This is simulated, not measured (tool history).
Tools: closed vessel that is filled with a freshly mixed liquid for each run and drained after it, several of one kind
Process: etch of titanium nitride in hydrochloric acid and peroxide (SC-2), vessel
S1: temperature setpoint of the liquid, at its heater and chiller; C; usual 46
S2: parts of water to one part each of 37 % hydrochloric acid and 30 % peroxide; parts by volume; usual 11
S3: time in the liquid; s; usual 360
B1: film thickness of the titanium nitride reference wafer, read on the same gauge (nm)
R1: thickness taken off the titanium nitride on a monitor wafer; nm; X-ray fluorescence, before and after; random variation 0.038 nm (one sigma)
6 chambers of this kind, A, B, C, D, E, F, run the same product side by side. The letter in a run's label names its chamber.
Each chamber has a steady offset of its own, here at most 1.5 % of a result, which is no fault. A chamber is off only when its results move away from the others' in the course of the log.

run   hour    S1   S2   S3      B1      R1
 1F   16.1    46   11  360     110  5.4873
 2E   23.2    46   11  360  110.06  5.3271
 3B   38.9    46   11  360  109.99  5.5037
      45.4  -- chamber F: new drum of peroxide connected
 4C   53.9    46   11  360  110.02  5.3857
 5D   66.5    46   11  360  109.98  5.4941
        70  -- chamber D: new drum of peroxide connected
 6A   79.2    46   11  360  109.98   5.501
 7E   92.5    46   11  360  110.01  5.4524
 8D  106.6    46   11  360  109.97  5.5776
 9B  118.6    46   11  360  109.99  5.4322
10F  132.9    46   11  360     110  5.4764
11A  148.4    46   11  360  110.02  5.3852
12C  159.6  52.5  8.5  360     110  10.289
13C  171.3  52.5  8.5  360  110.03  10.482
14A  186.6  52.5  8.5  360     110  10.236
15E    201  52.5  8.5  360     110  10.329
16F    214  52.5  8.5  360     110  10.467
     221.2  -- chamber C: thermometer replaced
17D  223.8  52.5  8.5  360  110.01  10.373
18B  237.2    46   11  360  110.03  5.3832
     240.5  -- chamber E: chemicals flow meter replaced
19F  244.8    46   11  360  110.02  5.4874
     250.6  -- chamber C: new drum of peroxide connected
20A  259.2    46   11  360  110.03  5.3359
     268.1  -- chamber F: thermometer replaced
21E  270.2    46   11  360  109.98  5.3193
22D  285.8    46   11  560  110.01  8.4596
23C  295.5    46   11  560  109.98  8.3353
24B  306.8    46   11  560  109.97  8.3633
25D  319.5    46   11  560  109.99  8.5855
26E  326.9    46   11  560  109.99  8.3249
27B  334.2    46   11  560  110.04  8.4949
28F    342    37  7.5  360     110  3.9442
     351.4  -- chamber A: new drum of peroxide connected
     356.1  -- chamber E: thermometer replaced
29A  356.3    37  7.5  360  109.98  3.8062
30C  364.5    37  7.5  360  109.98  3.8914
31E  374.6    37  7.5  360  110.02  3.9411
32C  387.5    37  7.5  360     110    3.85
33B    399    37  7.5  360  110.03   3.966
34A  414.9    46   11  360  110.03  5.0987
35D    424    46   11  360  109.99  5.5013
36F  436.4    46   11  360  109.98  5.5287
37E    450    46    7  470  109.98  10.055

Next, every chamber runs the same settings. What will each give?
38A  461.5  46  15.5  360       ?
38B  461.5  46  15.5  360       ?
38C  461.5  46  15.5  360       ?
38D  461.5  46  15.5  360       ?
38E  461.5  46  15.5  360       ?
38F  461.5  46  15.5  360       ?

run      R1
38A  3.7446
38B  4.0021
38C  4.0394
38D  4.1458
38E  4.0177
38F  4.0832

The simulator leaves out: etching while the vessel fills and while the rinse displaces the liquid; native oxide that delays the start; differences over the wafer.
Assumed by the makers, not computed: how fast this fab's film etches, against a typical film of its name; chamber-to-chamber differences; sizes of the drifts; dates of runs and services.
